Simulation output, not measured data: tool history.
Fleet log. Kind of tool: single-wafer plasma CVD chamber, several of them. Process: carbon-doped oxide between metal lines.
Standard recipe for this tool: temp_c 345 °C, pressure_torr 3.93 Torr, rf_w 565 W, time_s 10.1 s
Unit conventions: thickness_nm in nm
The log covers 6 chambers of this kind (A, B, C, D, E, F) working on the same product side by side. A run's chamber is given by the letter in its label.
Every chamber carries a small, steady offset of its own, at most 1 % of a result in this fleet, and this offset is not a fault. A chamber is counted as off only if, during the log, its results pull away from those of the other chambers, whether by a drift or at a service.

run	hour	temp_c	pressure_torr	rf_w	time_s	hours since the last thermocouple change	hours since the last RF generator calibration	hours since the last manometer calibration	read-back reference wafer on the same gauge, thickness_nm	thickness_nm
1E	7.9	345	3.93	565	10.1	517	781.6	493	52.197	55.221
2F	14.8	345	3.93	565	10.1	496.8	726.9	2279.9	52.181	55.596
3D	21.9	345	3.93	565	10.1	922.8	872.4	941.2	52.172	55.672
4B	26.6	345	3.93	565	10.1	1104.4	1743.9	2397.2	52.168	55.666
5C	36.3	345	3.93	565	10.1	767	1623.6	1131.1	52.157	55.514
6A	44.9	345	3.93	565	10.1	1355.2	553.5	455.4	52.157	56.031
7C	51.4	345	3.93	565	10.1	782.1	1638.7	1146.2	52.154	55.566
8D	56.1	345	3.93	565	10.1	957	906.6	975.4	52.139	55.826
9A	63.8	345	3.93	565	10.1	1374.1	572.4	474.3	52.117	56.021
10E	73	345	3.93	565	10.1	582.1	846.7	558.1	52.129	55.012
# hour 77: chamber B: RF generator calibrated
11B	78	345	3.93	565	10.1	1155.8	1.1	2448.6	52.098	55.864
12F	87.2	345	3.93	565	10.1	569.2	799.3	2352.3	52.114	55.554
13A	92	345	3.93	565	10.1	1402.3	600.6	502.5	52.108	56.069
14B	96.5	345	3.93	565	10.1	1174.3	19.6	2467.1	52.111	55.808
15F	103.2	345	3.93	565	10.1	585.2	815.3	2368.3	52.092	55.539
16E	108.2	345	3.93	565	10.1	617.3	881.9	593.3	52.079	54.977
17D	116.1	345	3.93	565	10.1	1017	966.6	1035.4	52.08	55.743
18C	121.4	345	3.93	565	10.1	852.1	1708.7	1216.2	52.077	55.348
19E	126.7	345	3.93	565	10.1	635.8	900.4	611.8	52.036	54.979
20F	133.9	345	3.93	565	10.1	615.9	846	2399	52.046	55.357
# hour 140.5: chamber E: RF generator calibrated
21D	142.1	339	3.93	565	10.1	1043	992.6	1061.4	52.035	56.648
22C	149.9	339	3.93	565	10.1	880.6	1737.2	1244.7	52.034	56.608
# hour 150.4: chamber F: RF generator calibrated
23A	154.2	339	3.93	565	10.1	1464.5	662.8	564.7	52.026	56.966
24B	161.1	339	3.93	565	10.1	1238.9	84.2	2531.7	51.988	56.599
# hour 161.3: chamber F: capacitance manometer re-zeroed and calibrated
25B	167.1	339	3.93	565	10.1	1244.9	90.2	2537.7	52.026	56.612
26E	173.8	339	3.93	565	10.1	682.9	33.3	658.9	51.982	56.029
27C	178.3	345	3.93	565	10.1	909	1765.6	1273.1	51.999	55.491
28D	187.2	345	3.15	565	10.8	1088.1	1037.7	1106.5	51.983	57.962
29A	193.5	345	3.15	565	10.8	1503.8	702.1	604	51.97	58.173
30F	203	345	3.15	565	10.8	685	52.6	41.8	51.95	57.701
31A	208.4	345	3.15	565	10.8	1518.7	717	618.9	51.969	58.356
32B	214.7	345	3.15	565	10.8	1292.5	137.8	2585.3	51.973	57.917
33F	223.5	345	3.15	565	10.8	705.5	73.1	62.3	51.94	57.611
34C	229.4	345	3.93	565	10.1	960.1	1816.7	1324.2	51.934	55.4
35D	235.3	345	3.93	565	10.1	1136.2	1085.8	1154.6	51.941	55.453
36E	241.4	345	4.62	565	10.1	750.5	100.9	726.5	51.944	56.01
37C	250.3	345	4.62	565	10.1	981	1837.6	1345.1	51.912	56.435
38D	254.6	345	4.62	565	10.1	1155.5	1105.1	1173.9	51.894	56.52
39A	259.2	345	4.62	565	10.1	1569.5	767.8	669.7	51.917	56.984

Decide between three cases: one chamber stands off from its peers, the gauge reading all wafers drifts, or nothing is wrong past each chamber's small offset. Where a chamber is off, say which and what most likely put it there.

The shared gauge is drifting. All chambers look as if they move in step, but none is off.
Likeliest cause: gauge reads low (%) = 0.589.

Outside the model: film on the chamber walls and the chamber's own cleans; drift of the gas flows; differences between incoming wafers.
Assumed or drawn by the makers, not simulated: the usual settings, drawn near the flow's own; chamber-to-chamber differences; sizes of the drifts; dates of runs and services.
